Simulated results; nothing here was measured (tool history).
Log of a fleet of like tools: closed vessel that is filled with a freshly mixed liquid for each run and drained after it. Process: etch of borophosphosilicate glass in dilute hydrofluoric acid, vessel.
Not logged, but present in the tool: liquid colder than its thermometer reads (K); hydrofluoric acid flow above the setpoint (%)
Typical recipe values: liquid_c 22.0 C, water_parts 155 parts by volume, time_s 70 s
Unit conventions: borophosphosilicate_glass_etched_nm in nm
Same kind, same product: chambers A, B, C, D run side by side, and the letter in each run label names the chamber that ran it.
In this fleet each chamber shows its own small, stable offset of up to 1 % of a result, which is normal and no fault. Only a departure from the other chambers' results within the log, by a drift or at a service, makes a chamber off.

| run | hour | liquid_c | water_parts | time_s | hours since the thermometer was replaced | hours since the hydrofluoric acid flow meter was replaced | read-back film thickness of the borophosphosilicate glass reference wafer, read on the same gauge (nm) | borophosphosilicate_glass_etched_nm |
|---|---|---|---|---|---|---|---|---|
| 1A | 8.2 | 22.0 | 155 | 70 | 121.2 | 187.6 | 99.997 | 16.320 |
| 2D | 12.9 | 22.0 | 155 | 70 | 695.6 | 465.3 | 100.010 | 16.476 |
| 3B | 19.2 | 22.0 | 155 | 70 | 616.1 | 783.3 | 99.988 | 16.395 |
| 4C | 23.1 | 22.0 | 155 | 70 | 599.4 | 1089.6 | 99.996 | 16.339 |
| 5D | 27.4 | 22.0 | 155 | 70 | 710.1 | 479.8 | 99.961 | 16.101 |
| 6A | 33.9 | 22.0 | 155 | 70 | 146.9 | 213.3 | 99.999 | 16.340 |
| 7B | 38.2 | 22.0 | 155 | 70 | 635.1 | 802.3 | 99.981 | 16.085 |
| 8C | 46.1 | 22.0 | 155 | 70 | 622.4 | 1112.6 | 99.994 | 16.566 |
| 9A | 51.0 | 22.0 | 155 | 70 | 164.0 | 230.4 | 99.977 | 16.160 |
| 10C | 55.4 | 22.0 | 155 | 70 | 631.7 | 1121.9 | 100.040 | 16.388 |
| 11B | 61.8 | 22.0 | 155 | 70 | 658.7 | 825.9 | 100.000 | 16.287 |
| 12D | 66.0 | 22.0 | 85 | 85 | 748.7 | 518.4 | 100.000 | 40.048 |
| 13D | 73.2 | 22.0 | 85 | 85 | 755.9 | 525.6 | 99.974 | 39.890 |
| 14A | 81.2 | 22.0 | 85 | 85 | 194.2 | 260.6 | 99.993 | 39.582 |
| 15C | 88.7 | 22.0 | 85 | 85 | 665.0 | 1155.2 | 99.994 | 39.049 |
| 16B | 94.4 | 22.0 | 155 | 70 | 691.3 | 858.5 | 99.998 | 16.040 |
| 17B | 102.5 | 22.0 | 155 | 70 | 699.4 | 866.6 | 100.000 | 16.053 |
| 18D | 110.2 | 22.0 | 155 | 70 | 792.9 | 562.6 | 99.964 | 16.874 |
| 19C | 115.2 | 22.0 | 155 | 70 | 691.5 | 1181.7 | 99.966 | 16.412 |
| 20A | 122.0 | 22.0 | 155 | 70 | 235.0 | 301.4 | 99.997 | 16.206 |
| 21B | 125.6 | 22.0 | 155 | 70 | 722.5 | 889.7 | 100.000 | 16.104 |
| 22C | 131.9 | 22.0 | 155 | 70 | 708.2 | 1198.4 | 100.000 | 16.339 |
| 23D | 137.1 | 22.0 | 155 | 70 | 819.8 | 589.5 | 99.994 | 16.818 |
| 24A | 141.2 | 22.0 | 155 | 70 | 254.2 | 320.6 | 99.975 | 16.282 |
| 25D | 148.5 | 22.0 | 155 | 70 | 831.2 | 600.9 | 100.010 | 17.139 |
| 26C | 153.5 | 22.0 | 155 | 70 | 729.8 | 1220.0 | 99.994 | 16.542 |
| 27B | 159.1 | 22.0 | 155 | 70 | 756.0 | 923.2 | 100.010 | 16.145 |

All chambers now run identical settings, listed one chamber a line with results as question marks. What results will each chamber show?
| 28A | 165.0 | 17.5 | 155 | 70 |  |  |  | ? |
| 28B | 165.0 | 17.5 | 155 | 70 |  |  |  | ? |
| 28C | 165.0 | 17.5 | 155 | 70 |  |  |  | ? |
| 28D | 165.0 | 17.5 | 155 | 70 |  |  |  | ? |

| run | borophosphosilicate_glass_etched_nm |
|---|---|
| 28A | 13.657 |
| 28B | 13.642 |
| 28C | 13.800 |
| 28D | 14.262 |
